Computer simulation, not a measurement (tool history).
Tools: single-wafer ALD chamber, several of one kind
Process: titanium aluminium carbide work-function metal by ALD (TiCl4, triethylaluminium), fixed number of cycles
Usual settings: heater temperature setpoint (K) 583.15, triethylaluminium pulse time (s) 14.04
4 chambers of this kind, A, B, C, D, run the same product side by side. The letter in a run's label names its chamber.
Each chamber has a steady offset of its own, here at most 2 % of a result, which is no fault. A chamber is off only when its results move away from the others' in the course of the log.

run   hour  heater temperature setpoint (K)  triethylaluminium pulse time (s)  hours since the last thermocouple change  hours since the last triethylaluminium bottle change  read-back reference wafer on the same gauge, thickness_nm  mean film thickness on the monitor wafer (Å)
 1A    8.8                           583.15                             14.04                                     369.6                                                 694.9                                                     1.9793                                        21.071
 2B   15.9                           583.15                             14.04                                     646.8                                                 660.5                                                     1.9798                                        21.495
 3D   23.6                           583.15                             14.04                                    2688.7                                                 585.6                                                     1.9787                                        21.289
 4C   28.4                           583.15                             14.04                                    1507.5                                                 960.9                                                     1.9791                                        21.261
 5A   37.3                           583.15                             14.04                                     398.1                                                 723.4                                                     1.9787                                        20.983
 6D   44.5                           583.15                             14.04                                    2709.6                                                 606.5                                                     1.9779                                        21.279
 7B   51.1                           583.15                             14.04                                     682.0                                                 695.7                                                     1.9780                                        21.497
 8C   57.0                           576.15                             14.04                                    1536.1                                                 989.5                                                     1.9775                                        20.606
 9A   64.8                           576.15                             14.04                                     425.6                                                 750.9                                                     1.9771                                        20.353
      69.1  -- chamber A: triethylaluminium bottle replaced
10D   74.0                           576.15                             14.04                                    2739.1                                                 636.0                                                     1.9765                                        20.680
11C   81.4                           576.15                             14.04                                    1560.5                                                1013.9                                                     1.9764                                        20.585
12B   90.9                           583.15                             10.09                                     721.8                                                 735.5                                                     1.9758                                        21.012
13D   96.8                           583.15                             10.09                                    2761.9                                                 658.8                                                     1.9754                                        20.789
14A  106.1                           583.15                             10.09                                     466.9                                                  37.1                                                     1.9751                                        20.493
15C  113.8                           583.15                             10.09                                    1592.9                                                1046.3                                                     1.9751                                        20.726
16B  122.2                           583.15                             14.04                                     753.1                                                 766.8                                                     1.9746                                        21.458
     129.4  -- chamber C: triethylaluminium bottle replaced
17B  129.7                           583.15                             14.04                                     760.6                                                 774.3                                                     1.9739                                        21.420
18C  135.9                           583.15                             14.04                                    1615.0                                                   6.5                                                     1.9739                                        21.183
19D  145.4                           583.15                             14.04                                    2810.5                                                 707.4                                                     1.9734                                        21.199
     151.1  -- chamber C: thermocouple changed; heater temperature recalibrated
20A  153.2                           583.15                             14.04                                     514.0                                                  84.2                                                     1.9730                                        20.957
21A  160.9                           573.15                             16.96                                     521.7                                                  91.9                                                     1.9725                                        20.179
22C  165.9                           573.15                             16.96                                      14.8                                                  36.5                                                     1.9724                                        20.398
23B  173.4                           573.15                             16.96                                     804.3                                                 818.0                                                     1.9722                                        20.637
24D  181.9                           573.15                             16.96                                    2847.0                                                 743.9                                                     1.9713                                        20.425
25B  190.4                           593.15                             14.04                                     821.3                                                 835.0                                                     1.9712                                        22.356
26C  195.0                           593.15                             14.04                                      43.9                                                  65.6                                                     1.9707                                        22.053

Next, every chamber runs the same settings. What will each give?
27A  202.1                           597.15                             14.04                                                                                                                                                                                                        ?
27B  202.1                           597.15                             14.04                                                                                                                                                                                                        ?
27C  202.1                           597.15                             14.04                                                                                                                                                                                                        ?
27D  202.1                           597.15                             14.04                                                                                                                                                                                                        ?

run  mean film thickness on the monitor wafer (Å)
27A                                        22.211
27B                                        22.690
27C                                        22.435
27D                                        22.451

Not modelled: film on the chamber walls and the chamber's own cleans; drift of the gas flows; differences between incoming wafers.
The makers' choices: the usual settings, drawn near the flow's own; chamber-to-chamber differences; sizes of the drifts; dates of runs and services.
